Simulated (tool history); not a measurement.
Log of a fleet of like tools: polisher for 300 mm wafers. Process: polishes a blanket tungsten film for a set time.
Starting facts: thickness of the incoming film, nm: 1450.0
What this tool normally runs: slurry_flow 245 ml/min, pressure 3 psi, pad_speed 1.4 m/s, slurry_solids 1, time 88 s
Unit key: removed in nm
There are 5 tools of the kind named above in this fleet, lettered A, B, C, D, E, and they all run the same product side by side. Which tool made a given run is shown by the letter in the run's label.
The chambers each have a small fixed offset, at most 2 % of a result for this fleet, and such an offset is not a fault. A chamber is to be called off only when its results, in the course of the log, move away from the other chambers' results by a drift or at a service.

run,day,slurry_flow,pressure,pad_speed,slurry_solids,time,wafers polished on this pad,hours since the slurry nozzle was cleaned,hours since the head pressure was calibrated,hours since the slurry blender was calibrated,hours since the slurry got fresh peroxide,removed
1D,0.167,245,3,1.4,1,88,545,132.2,454.6,158.3,81.6,469.64
2A,0.312,245,3,1.4,1,88,568,151.5,147.5,366.2,126.2,463.43
# day 0.392: chamber C: worn pad replaced by a new one
# day 0.433: chamber C: slurry tank refilled with fresh slurry and peroxide
3C,0.446,245,3,1.4,1,88,6,367.7,674.2,102.8,0.3,465.83
# day 0.558: chamber A: slurry blender recalibrated
4E,0.592,245,3,1.4,1,88,124,217.6,502.1,110.5,66,459.39
5B,0.762,245,3,1.4,1,88,1059,263,451.6,223,49.9,464.97
6C,0.871,245,3,1.4,1,88,57,377.9,684.4,113,10.5,464.17
7A,1.038,245,3,1.4,1,88,654,168.9,164.9,11.6,143.6,466.89
8D,1.246,245,3,1.4,1,88,673,158.1,480.5,184.2,107.5,470.12
# day 1.312: chamber B: slurry tank refilled with fresh slurry and peroxide
9B,1.458,245,3,1.4,1,88,1142,279.7,468.3,239.7,3.5,465.18
# day 1.492: chamber D: slurry blender recalibrated
# day 1.658: chamber B: slurry blender recalibrated
10E,1.688,245,3,1.4,1,88,255,243.9,528.4,136.8,92.3,458.91
# day 1.779: chamber A: worn pad replaced by a new one
11C,1.896,245,3,1.4,1,88,179,402.5,709,137.6,35.1,462.46
12E,2.117,245,3,1.4,1,59,306,254.2,538.7,147.1,102.6,306.42
# day 2.138: chamber D: head pressure recalibrated
# day 2.321: chamber A: slurry tank refilled with fresh slurry and peroxide
13B,2.329,245,3,1.4,1,59,1245,300.6,489.2,16.1,24.4,306.29
14A,2.525,245,3,1.4,1,59,89,204.6,200.6,47.3,5,313.76
15D,2.696,245,3,1.4,1,59,845,192.9,13.4,28.9,142.3,316.05
# day 2.771: chamber C: head pressure recalibrated
# day 2.912: chamber C: slurry tank refilled with fresh slurry and peroxide
16A,2.938,245,3,1.4,1,59,138,214.5,210.5,57.2,14.9,314.18
# day 3.004: chamber B: worn pad replaced by a new one
# day 3.046: chamber C: slurry nozzle cleaned
17D,3.146,245,3,1.4,1,88,899,203.7,24.2,39.7,153.1,473.8
# day 3.183: chamber D: slurry nozzle cleaned
18B,3.392,245,3,1.4,1,88,46,326.1,514.7,41.6,49.9,463.71
# day 3.571: chamber D: slurry tank refilled with fresh slurry and peroxide
19E,3.604,245,3,1.4,1,88,483,289.9,574.4,182.8,138.3,443.81
# day 3.712: chamber B: slurry tank refilled with fresh slurry and peroxide
20C,3.842,245,3,1.4,1,88,410,19.2,25.7,184.3,22.4,462.15
21C,4.025,245,3,1.4,1,88,432,23.6,30.1,188.7,26.8,463.76
# day 4.117: chamber D: worn pad replaced by a new one
22B,4.258,245,3,1.4,1,88,149,346.9,535.5,62.4,13.2,465.15
23A,4.396,245,3,1.4,1,88,311,249.5,245.5,92.2,49.9,463.45
24D,4.617,245,3,1.4,1,88,59,34.5,59.5,75,25.2,466.53
25E,4.812,245,3,1.4,1,88,626,318.9,603.4,211.8,167.3,437.44
# day 4.875: chamber C: slurry tank refilled with fresh slurry and peroxide
26B,4.933,245,3,1.4,1,88,229,363.1,551.7,78.6,29.4,464.08
# day 5.075: chamber A: head pressure recalibrated
27E,5.096,245,3,1.4,1,88,660,325.7,610.2,218.6,174.1,439.85
28D,5.329,245,3,1.4,1,88,144,51.6,76.6,92.1,42.3,470.85
29A,5.483,245,3,1.4,1,88,441,275.6,9.8,118.3,76,467.45
30C,5.625,245,3.3,1.4,1,72,623,62,68.5,227.1,18,411.81

What goes on in this fleet: one chamber off, a drifting gauge, or nothing beyond the chambers' own small offsets? Name the chamber and the cause, if any.

Chamber E drifts away from the others.
Most likely cause: peroxide lost from the slurry, % = 15.5.
From this log alone, it may not be told apart from: removal rate lost through wear of the pad, %; slurry flow missing at the pad, %; head's pressure below its setpoint, %; abrasive missing from the slurry, %.

Here are 4 candidates for chamber E's next run, each the usual settings with a change, their results left as question marks. Which one brings its results back in line with what the others give on the usual settings?
In-line tolerance around the mean of the other chambers on the usual settings: removed 11 nm
31E-1,5.804,250,3,1.4,1.05,101,,,,,,?
31E-2,5.804,245,2.9,1.32,1,83,,,,,,?
31E-3,5.804,245,3,1.5,1,88,,,,,,?
31E-4,5.804,245,3,1.4,1,81,,,,,,?

Mean of the other chambers on the usual settings: removed 464.61 nm
run,removed
31E-1,502.67
31E-2,371.42
31E-3,462.98
31E-4,397.61
31E-3 puts the chamber back in line with the other chambers.
